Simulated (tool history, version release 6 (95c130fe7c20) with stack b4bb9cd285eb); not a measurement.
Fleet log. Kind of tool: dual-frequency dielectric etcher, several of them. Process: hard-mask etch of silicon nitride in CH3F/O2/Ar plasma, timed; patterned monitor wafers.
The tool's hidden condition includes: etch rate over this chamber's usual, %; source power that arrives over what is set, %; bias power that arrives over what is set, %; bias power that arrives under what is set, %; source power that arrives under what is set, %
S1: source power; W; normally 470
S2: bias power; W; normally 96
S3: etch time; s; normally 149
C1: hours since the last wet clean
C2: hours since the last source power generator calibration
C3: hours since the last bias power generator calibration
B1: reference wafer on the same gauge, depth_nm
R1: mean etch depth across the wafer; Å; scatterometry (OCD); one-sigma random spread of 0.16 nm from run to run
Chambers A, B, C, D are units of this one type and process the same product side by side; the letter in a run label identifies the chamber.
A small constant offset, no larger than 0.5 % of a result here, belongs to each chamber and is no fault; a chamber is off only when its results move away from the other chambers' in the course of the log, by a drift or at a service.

{"run": "1D", "hour": 9.8, "S1": 470, "S2": 96, "S3": 149, "C1": 179.2, "C2": 2306.1, "C3": 2418.8, "B1": 128.01, "R1": 1230.7}
{"hour": 12.1, "done": "chamber B: wet clean of the chamber"}
{"run": "2B", "hour": 20.2, "S1": 470, "S2": 96, "S3": 149, "C1": 8.2, "C2": 1707.9, "C3": 296.4, "B1": 128.03, "R1": 1234.2}
{"run": "3A", "hour": 26.6, "S1": 470, "S2": 96, "S3": 149, "C1": 65.8, "C2": 1835.0, "C3": 345.1, "B1": 128.07, "R1": 1230.7}
{"run": "4C", "hour": 35.5, "S1": 470, "S2": 96, "S3": 149, "C1": 119.5, "C2": 1617.6, "C3": 2912.1, "B1": 128.13, "R1": 1221.9}
{"run": "5A", "hour": 45.6, "S1": 470, "S2": 96, "S3": 149, "C1": 84.8, "C2": 1854.0, "C3": 364.1, "B1": 128.14, "R1": 1230.1}
{"run": "6D", "hour": 55.6, "S1": 470, "S2": 96, "S3": 149, "C1": 225.0, "C2": 2351.9, "C3": 2464.6, "B1": 128.14, "R1": 1232.8}
{"run": "7B", "hour": 65.8, "S1": 470, "S2": 96, "S3": 149, "C1": 53.8, "C2": 1753.5, "C3": 342.0, "B1": 128.19, "R1": 1234.3}
{"run": "8C", "hour": 75.2, "S1": 470, "S2": 96, "S3": 149, "C1": 159.2, "C2": 1657.3, "C3": 2951.8, "B1": 128.23, "R1": 1222.0}
{"run": "9A", "hour": 86.3, "S1": 470, "S2": 96, "S3": 149, "C1": 125.5, "C2": 1894.7, "C3": 404.8, "B1": 128.23, "R1": 1233.3}
{"run": "10B", "hour": 97.6, "S1": 470, "S2": 96, "S3": 149, "C1": 85.6, "C2": 1785.3, "C3": 373.8, "B1": 128.27, "R1": 1235.0}
{"run": "11C", "hour": 109.8, "S1": 470, "S2": 96, "S3": 149, "C1": 193.8, "C2": 1691.9, "C3": 2986.4, "B1": 128.28, "R1": 1226.3}
{"run": "12D", "hour": 115.8, "S1": 560, "S2": 96, "S3": 149, "C1": 285.2, "C2": 2412.1, "C3": 2524.8, "B1": 128.34, "R1": 1314.8}
{"run": "13C", "hour": 125.2, "S1": 560, "S2": 96, "S3": 149, "C1": 209.2, "C2": 1707.3, "C3": 3001.8, "B1": 128.37, "R1": 1303.0}
{"run": "14D", "hour": 136.2, "S1": 560, "S2": 96, "S3": 149, "C1": 305.6, "C2": 2432.5, "C3": 2545.2, "B1": 128.34, "R1": 1318.0}
{"run": "15A", "hour": 142.0, "S1": 560, "S2": 96, "S3": 149, "C1": 181.2, "C2": 1950.4, "C3": 460.5, "B1": 128.39, "R1": 1317.2}
{"run": "16B", "hour": 148.7, "S1": 470, "S2": 96, "S3": 149, "C1": 136.7, "C2": 1836.4, "C3": 424.9, "B1": 128.41, "R1": 1232.6}
{"run": "17B", "hour": 159.6, "S1": 470, "S2": 96, "S3": 149, "C1": 147.6, "C2": 1847.3, "C3": 435.8, "B1": 128.42, "R1": 1236.0}
{"run": "18C", "hour": 165.8, "S1": 470, "S2": 96, "S3": 149, "C1": 249.8, "C2": 1747.9, "C3": 3042.4, "B1": 128.45, "R1": 1223.2}
{"run": "19D", "hour": 175.3, "S1": 470, "S2": 96, "S3": 149, "C1": 344.7, "C2": 2471.6, "C3": 2584.3, "B1": 128.51, "R1": 1235.2}
{"run": "20A", "hour": 182.7, "S1": 370, "S2": 96, "S3": 149, "C1": 221.9, "C2": 1991.1, "C3": 501.2, "B1": 128.54, "R1": 1129.2}
{"run": "21D", "hour": 189.4, "S1": 370, "S2": 96, "S3": 149, "C1": 358.8, "C2": 2485.7, "C3": 2598.4, "B1": 128.52, "R1": 1135.2}
{"hour": 195.7, "done": "chamber B: source power generator calibrated"}
{"run": "22C", "hour": 197.7, "S1": 370, "S2": 96, "S3": 149, "C1": 281.7, "C2": 1779.8, "C3": 3074.3, "B1": 128.56, "R1": 1123.8}
{"run": "23A", "hour": 203.3, "S1": 370, "S2": 96, "S3": 149, "C1": 242.5, "C2": 2011.7, "C3": 521.8, "B1": 128.54, "R1": 1126.6}
{"run": "24B", "hour": 211.1, "S1": 580, "S2": 96, "S3": 107, "C1": 199.1, "C2": 15.5, "C3": 487.3, "B1": 128.58, "R1": 961.99}
{"run": "25B", "hour": 221.9, "S1": 580, "S2": 96, "S3": 107, "C1": 209.9, "C2": 26.3, "C3": 498.1, "B1": 128.58, "R1": 961.32}
{"run": "26C", "hour": 233.2, "S1": 580, "S2": 96, "S3": 107, "C1": 317.2, "C2": 1815.3, "C3": 3109.8, "B1": 128.61, "R1": 953.76}
{"run": "27A", "hour": 242.1, "S1": 580, "S2": 96, "S3": 107, "C1": 281.3, "C2": 2050.5, "C3": 560.6, "B1": 128.66, "R1": 960.72}

One chamber off, gauge drift, or nothing amiss beyond the chambers' own small offsets? If it is a chamber, which one, and what is the likeliest cause?

The gauge drifts, so all chambers seem to drift together. No chamber is off.
What lies behind it: gauge reads high (%) = 0.538.
